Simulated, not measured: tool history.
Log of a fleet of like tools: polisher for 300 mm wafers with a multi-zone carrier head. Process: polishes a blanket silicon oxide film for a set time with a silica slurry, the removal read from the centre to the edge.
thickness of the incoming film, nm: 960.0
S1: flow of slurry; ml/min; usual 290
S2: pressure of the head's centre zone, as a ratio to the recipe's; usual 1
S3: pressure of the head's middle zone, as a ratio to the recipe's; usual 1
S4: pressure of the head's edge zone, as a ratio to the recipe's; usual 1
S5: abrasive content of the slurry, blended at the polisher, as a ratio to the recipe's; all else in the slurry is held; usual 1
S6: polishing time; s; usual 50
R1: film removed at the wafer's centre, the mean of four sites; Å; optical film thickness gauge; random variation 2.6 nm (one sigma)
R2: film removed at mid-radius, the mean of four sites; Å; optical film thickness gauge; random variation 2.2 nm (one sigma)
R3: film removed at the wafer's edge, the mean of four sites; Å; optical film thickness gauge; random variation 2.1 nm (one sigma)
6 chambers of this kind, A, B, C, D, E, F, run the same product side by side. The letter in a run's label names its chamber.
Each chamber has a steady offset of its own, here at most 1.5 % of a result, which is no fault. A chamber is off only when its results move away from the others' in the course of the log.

run   hour   S1  S2    S3    S4  S5  S6      R1      R2      R3
       5.2  -- chamber F: worn pad replaced by a new one
 1A    8.1  290   1     1     1   1  50  2257.6  2326.2  2284.2
 2E   13.1  290   1     1     1   1  50  2276.8  2296.5  2259.9
 3F   19.1  290   1     1     1   1  50  2263.8    2282  2286.4
 4D   23.8  290   1     1     1   1  50  2302.7    2250  2284.3
      28.7  -- chamber C: worn pad replaced by a new one
 5C   31.2  290   1     1     1   1  50  2291.3  2278.6  2262.8
      32.5  -- chamber B: worn pad replaced by a new one
      37.6  -- chamber F: slurry nozzle cleaned
 6B   38.3  290   1     1     1   1  50  2323.7  2324.8  2279.5
 7D   42.3  290   1     1     1   1  50    2349  2271.7  2228.3
      48.5  -- chamber E: worn pad replaced by a new one
 8F   49.2  290   1     1     1   1  50  2319.4  2258.5  2254.3
      53.9  -- chamber F: edge zone pressure recalibrated
 9B   56.4  290   1  0.96   1.1   1  50  2318.7  2200.4  2432.9
10C     60  290   1  0.96   1.1   1  50  2264.4    2187  2377.7
      65.6  -- chamber B: edge zone pressure recalibrated
      65.8  -- chamber D: centre zone pressure recalibrated
      67.2  -- chamber F: worn pad replaced by a new one
11E   67.3  290   1  0.96   1.1   1  50  2254.2  2194.7  2361.2
      68.9  -- chamber B: slurry nozzle cleaned
12A   71.3  290   1  0.96   1.1   1  50  2250.1  2238.9  2353.5
13C   74.9  290   1  0.96   1.1   1  50  2258.1  2186.8  2367.6
14D   81.1  290   1  0.96   1.1   1  50  2269.9  2147.3  2344.2
15A   85.8  290   1     1     1   1  50  2333.6  2304.1  2257.9
      87.4  -- chamber A: worn pad replaced by a new one
      90.3  -- chamber D: slurry nozzle cleaned
16F   93.5  290   1     1     1   1  50  2319.8  2283.7  2306.3
17E     98  200   1     1     1   1  50  2132.2  2190.3  2187.5
18B  103.2  200   1     1     1   1  50  2198.8  2200.5  2228.2
19F  110.1  200   1     1     1   1  50  2169.1  2157.1  2183.4
20C  114.9  200   1     1     1   1  50  2141.4    2157  2167.8
       121  -- chamber B: worn pad replaced by a new one
21B  122.2  200   1     1     1   1  50  2206.8  2202.1  2225.7
     125.3  -- chamber C: worn pad replaced by a new one
     126.9  -- chamber F: worn pad replaced by a new one
22D  127.1  200   1     1     1   1  50    2050  2082.6  2049.6
     129.2  -- chamber F: centre zone pressure recalibrated
23A  133.8  290   1     1     1   1  50  2301.4  2302.6  2293.2
     135.6  -- chamber D: edge zone pressure recalibrated
24E  139.1  290   1     1     1   1  50  2251.1  2287.2  2269.4
25B  142.6  290   1     1  0.95   1  63  2888.2  2874.6    2816
26C  150.4  290   1     1  0.95   1  63    2830  2832.3  2738.5
27E    158  290   1     1  0.95   1  63  2804.5  2869.4  2787.1
28F    162  290   1     1  0.95   1  63  2957.7  2877.5  2779.2
     163.2  -- chamber E: centre zone pressure recalibrated
29A  166.6  290   1     1  0.95   1  63  2832.4  2917.2  2737.9
30D  173.8  290   1     1  0.95   1  63  2601.9  2584.9    2463
31A  179.3  290   1     1     1   1  50  2282.2    2261  2278.4
     179.7  -- chamber E: worn pad replaced by a new one
32B  184.1  290   1     1     1   1  50  2306.6  2322.6  2281.9
33D  191.6  290   1     1     1   1  50  2057.8    2008  2005.3
34C  196.7  290   1     1     1   1  50  2272.7  2258.4    2248
     203.5  -- chamber F: worn pad replaced by a new one
35F  203.5  225   1  0.89     1   1  50    2189  2000.3  2246.6
36E  210.2  225   1  0.89     1   1  50  2210.8  2005.8  2212.5

Is one chamber off against the others, does the gauge drift, or is nothing wrong? If a chamber is off, say which, and what the likeliest cause is.

Chamber D drifts away from the others.
Cause: removal rate lost through wear of the pad, % = 14.2.

Here are 4 candidates for chamber D's next run, each the usual settings with a change, their results left as question marks. Which one brings its results back in line with what the others give on the usual settings?
In line means no further than this from the other chambers' mean on the usual settings: R1 90 Å; R2 76 Å; R3 73 Å
37D-1   216  290  0.99   1  1.01     1  53   ?   ?   ?
37D-2   216  290  1.01   1  0.99     1  47   ?   ?   ?
37D-3   216  290  1.01   1  0.99  0.95  44   ?   ?   ?
37D-4   216  290  0.99   1  1.01  1.05  57   ?   ?   ?

The other chambers' mean on the usual settings: R1 2284 Å; R2 2292.7 Å; R3 2274.4 Å
  run      R1      R2      R3
37D-1  2083.3  2072.2  2060.5
37D-2  1888.6  1837.5  1808.2
37D-3  1726.5  1679.7    1653
37D-4  2290.4  2278.2  2265.4
37D-4 brings the chamber back in line.

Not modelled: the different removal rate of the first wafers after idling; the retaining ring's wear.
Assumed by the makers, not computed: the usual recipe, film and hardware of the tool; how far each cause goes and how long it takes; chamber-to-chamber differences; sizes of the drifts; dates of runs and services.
